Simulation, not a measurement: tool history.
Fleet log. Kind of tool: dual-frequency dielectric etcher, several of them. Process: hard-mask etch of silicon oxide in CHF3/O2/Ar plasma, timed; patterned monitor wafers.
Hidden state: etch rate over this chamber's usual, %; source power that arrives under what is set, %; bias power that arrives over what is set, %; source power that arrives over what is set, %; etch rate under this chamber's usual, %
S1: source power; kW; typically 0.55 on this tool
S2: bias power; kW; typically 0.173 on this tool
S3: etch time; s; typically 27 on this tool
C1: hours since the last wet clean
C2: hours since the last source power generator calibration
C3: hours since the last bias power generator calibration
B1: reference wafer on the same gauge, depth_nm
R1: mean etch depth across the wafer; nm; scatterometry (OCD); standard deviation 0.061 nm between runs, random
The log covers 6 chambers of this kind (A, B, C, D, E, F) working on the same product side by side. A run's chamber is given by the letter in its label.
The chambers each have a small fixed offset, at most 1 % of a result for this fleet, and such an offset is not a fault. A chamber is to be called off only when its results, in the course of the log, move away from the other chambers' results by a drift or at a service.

run	hour	S1	S2	S3	C1	C2	C3	B1	R1
1E	8.4	0.55	0.173	27	247.6	211.2	4140.6	40.994	51.014
2C	15.6	0.55	0.173	27	419.3	1153.5	3036.8	40.997	51.175
3D	28.3	0.55	0.173	27	447.4	535.9	685.7	40.975	50.51
# hour 32.7: chamber D: wet clean of the chamber
4B	44	0.55	0.173	27	329.1	3447.1	259.4	40.977	51.031
5F	55.8	0.55	0.173	27	335.3	1063.2	5066	40.968	50.918
6A	62.8	0.55	0.173	27	214.3	3336.6	924.7	40.977	51.018
7B	70.8	0.55	0.173	27	355.9	3473.9	286.2	40.971	51.128
8C	79	0.55	0.173	27	482.7	1216.9	3100.2	40.949	51.109
9A	91	0.55	0.151	29.5	242.5	3364.8	952.9	40.951	53.322
10E	105	0.55	0.151	29.5	344.2	307.8	4237.2	40.94	53.289
11D	112.5	0.55	0.151	29.5	79.8	620.1	769.9	40.937	52.751
12F	119.6	0.55	0.151	29.5	399.1	1127	5129.8	40.957	53.081
13E	129.4	0.55	0.151	29.5	368.6	332.2	4261.6	40.943	53.302
14B	138.5	0.55	0.151	29.5	423.6	3541.6	353.9	40.935	53.35
15F	153.7	0.55	0.173	27	433.2	1161.1	5163.9	40.938	50.762
# hour 158.5: chamber B: wet clean of the chamber
16C	164.9	0.55	0.173	27	568.6	1302.8	3186.1	40.922	51.078
17A	173.8	0.55	0.173	27	325.3	3447.6	1035.7	40.917	50.99
# hour 181.1: chamber E: wet clean of the chamber
18D	182.6	0.55	0.173	27	149.9	690.2	840	40.911	50.458
19A	195	0.55	0.173	27	346.5	3468.8	1056.9	40.9	50.956
20B	208.4	0.55	0.173	27	50	3611.5	423.8	40.91	50.932
21E	218.6	0.55	0.173	27	37.6	421.4	4350.8	40.895	50.944
22C	232.3	0.55	0.173	27	636	1370.2	3253.5	40.89	51.012
# hour 235.6: chamber A: wet clean of the chamber
23F	240.6	0.55	0.173	27	520.1	1248	5250.8	40.892	50.819
# hour 248.3: chamber E: bias power generator calibrated
24D	255.9	0.43	0.173	27	223.2	763.5	913.3	40.89	46.001
# hour 266.9: chamber C: wet clean of the chamber
25C	270.5	0.43	0.173	27	3.7	1408.4	3291.7	40.873	46.389
26D	280.4	0.43	0.173	27	247.7	788	937.8	40.871	45.846
27F	295.9	0.43	0.173	27	575.4	1303.3	5306.1	40.873	46.219
28E	307.7	0.43	0.173	27	126.7	510.5	59.4	40.855	46.372
29A	319.9	0.43	0.173	27	84.4	3593.7	1181.8	40.846	46.373
30B	328.8	0.55	0.173	27	170.4	3731.9	544.2	40.843	50.989
31A	339.3	0.55	0.173	27	103.8	3613.1	1201.2	40.847	50.791
32B	355.1	0.55	0.173	27	196.7	3758.2	570.5	40.842	50.917
# hour 356.1: chamber F: wet clean of the chamber
33F	363.7	0.55	0.173	27	7.6	1371.1	5373.9	40.831	50.77
34D	376	0.55	0.173	27	343.3	883.6	1033.4	40.829	50.268
35C	390.9	0.55	0.173	27	124.1	1528.8	3412.1	40.822	50.881
36E	402.9	0.55	0.173	27	221.9	605.7	154.6	40.812	50.794
37D	411.1	0.55	0.173	27	378.4	918.7	1068.5	40.81	50.136
38C	420.1	0.55	0.173	27	153.3	1558	3441.3	40.811	50.887

Is one chamber out of step, is the gauge drifting, or do the chambers differ by no more than their own small offsets? For an off chamber, give its letter and the likeliest cause.

No chamber is off; the gauge reading every chamber's wafers drifts, which makes the whole fleet appear to move together.
What lies behind it: gauge reads low (%) = 0.489.

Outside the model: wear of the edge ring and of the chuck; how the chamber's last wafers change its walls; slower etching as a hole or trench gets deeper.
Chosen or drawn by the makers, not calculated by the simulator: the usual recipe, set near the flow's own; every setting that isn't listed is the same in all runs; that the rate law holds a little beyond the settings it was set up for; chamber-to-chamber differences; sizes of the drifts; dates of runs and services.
